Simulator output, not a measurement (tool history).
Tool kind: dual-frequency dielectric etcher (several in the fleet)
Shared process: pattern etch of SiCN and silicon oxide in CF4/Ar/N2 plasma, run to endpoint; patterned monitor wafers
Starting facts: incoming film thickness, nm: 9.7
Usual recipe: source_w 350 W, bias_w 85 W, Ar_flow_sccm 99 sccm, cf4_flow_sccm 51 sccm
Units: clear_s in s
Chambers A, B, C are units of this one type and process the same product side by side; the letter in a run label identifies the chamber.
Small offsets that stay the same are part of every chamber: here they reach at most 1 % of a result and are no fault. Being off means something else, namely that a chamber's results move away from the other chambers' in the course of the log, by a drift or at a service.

run,hour,source_w,bias_w,Ar_flow_sccm,cf4_flow_sccm,hours since the last wet clean,hours since the last source power generator calibration,hours since the last bias power generator calibration,hours since the last Ar flow controller change,hours since the last CF4 flow controller change,clear_s
1C,3.6,350,85,99,51,113.4,356.4,701.6,488.0,2556.0,13.903
2A,9.9,350,85,99,51,20.4,3282.6,1773.4,897.4,1863.7,13.867
3B,14.4,350,85,99,51,320.8,1773.5,1527.6,1430.8,3680.6,13.914
4B,17.9,350,85,99,51,324.3,1777.0,1531.1,1434.3,3684.1,13.955
5C,22.5,350,85,99,51,132.3,375.3,720.5,506.9,2574.9,13.780
6A,26.7,350,85,99,51,37.2,3299.4,1790.2,914.2,1880.5,13.850
7A,32.3,350,85,99,51,42.8,3305.0,1795.8,919.8,1886.1,13.670
8C,37.9,350,85,99,51,147.7,390.7,735.9,522.3,2590.3,13.842
9B,42.6,390,85,99,51,349.0,1801.7,1555.8,1459.0,3708.8,12.651
10C,49.3,390,85,99,51,159.1,402.1,747.3,533.7,2601.7,12.587
11B,54.5,390,85,99,51,360.9,1813.6,1567.7,1470.9,3720.7,12.754
12A,58.9,350,85,99,51,69.4,3331.6,1822.4,946.4,1912.7,13.798
13B,61.9,350,93,83,51,368.3,1821.0,1575.1,1478.3,3728.1,13.112
14C,67.4,350,93,83,51,177.2,420.2,765.4,551.8,2619.8,13.047
15A,72.7,350,93,83,51,83.2,3345.4,1836.2,960.2,1926.5,12.990
16A,78.9,350,85,99,51,89.4,3351.6,1842.4,966.4,1932.7,13.891
17C,85.8,350,85,99,51,195.6,438.6,783.8,570.2,2638.2,13.910
18B,90.6,350,85,99,51,397.0,1849.7,1603.8,1507.0,3756.8,13.915
19A,94.1,350,85,99,51,104.6,3366.8,1857.6,981.6,1947.9,13.874
20B,98.6,350,85,99,51,405.0,1857.7,1611.8,1515.0,3764.8,13.878
21C,102.8,350,85,99,51,212.6,455.6,800.8,587.2,2655.2,13.895
22B,106.9,350,85,99,51,413.3,1866.0,1620.1,1523.3,3773.1,13.845
23A,110.6,350,85,99,51,121.1,3383.3,1874.1,998.1,1964.4,13.769
# hour 113.0: chamber A: source power generator calibrated
24C,116.2,350,67,99,51,226.0,469.0,814.2,600.6,2668.6,15.005
25A,120.6,350,67,99,51,131.1,7.6,1884.1,1008.1,1974.4,15.031
26B,125.3,350,67,99,51,431.7,1884.4,1638.5,1541.7,3791.5,15.169
27C,131.0,350,85,99,43,240.8,483.8,829.0,615.4,2683.4,14.256
28B,137.3,350,85,99,43,443.7,1896.4,1650.5,1553.7,3803.5,14.325
29A,143.2,350,85,99,43,153.7,30.2,1906.7,1030.7,1997.0,14.204
30C,147.8,350,85,99,51,257.6,500.6,845.8,632.2,2700.2,13.918
31B,151.1,350,85,99,47,457.5,1910.2,1664.3,1567.5,3817.3,14.170
32C,156.1,350,85,99,47,265.9,508.9,854.1,640.5,2708.5,14.046
33A,160.9,350,85,99,47,171.4,47.9,1924.4,1048.4,2014.7,14.002
# hour 164.7: chamber B: wet clean of the chamber
34C,164.8,350,85,99,51,274.6,517.6,862.8,649.2,2717.2,13.861
35A,170.3,350,85,99,51,180.8,57.3,1933.8,1057.8,2024.1,13.920
36B,174.0,350,85,99,51,9.3,1933.1,1687.2,1590.4,3840.2,13.886
37A,179.0,350,85,99,51,189.5,66.0,1942.5,1066.5,2032.8,13.820
38B,182.3,350,85,99,51,17.6,1941.4,1695.5,1598.7,3848.5,14.001
39C,186.2,350,85,99,51,296.0,539.0,884.2,670.6,2738.6,13.801
40B,191.0,350,85,99,51,26.3,1950.1,1704.2,1607.4,3857.2,13.964
41C,195.2,350,85,99,51,305.0,548.0,893.2,679.6,2747.6,13.782
42A,201.1,350,85,99,51,211.6,88.1,1964.6,1088.6,2054.9,13.838
43C,207.2,350,85,99,51,317.0,560.0,905.2,691.6,2759.6,13.974

Is one chamber off against the others, does the gauge drift, or is nothing wrong? If a chamber is off, say which, and what the likeliest cause is.

Neither any chamber nor the gauge drifts; the chambers differ only by their own small, steady offsets.
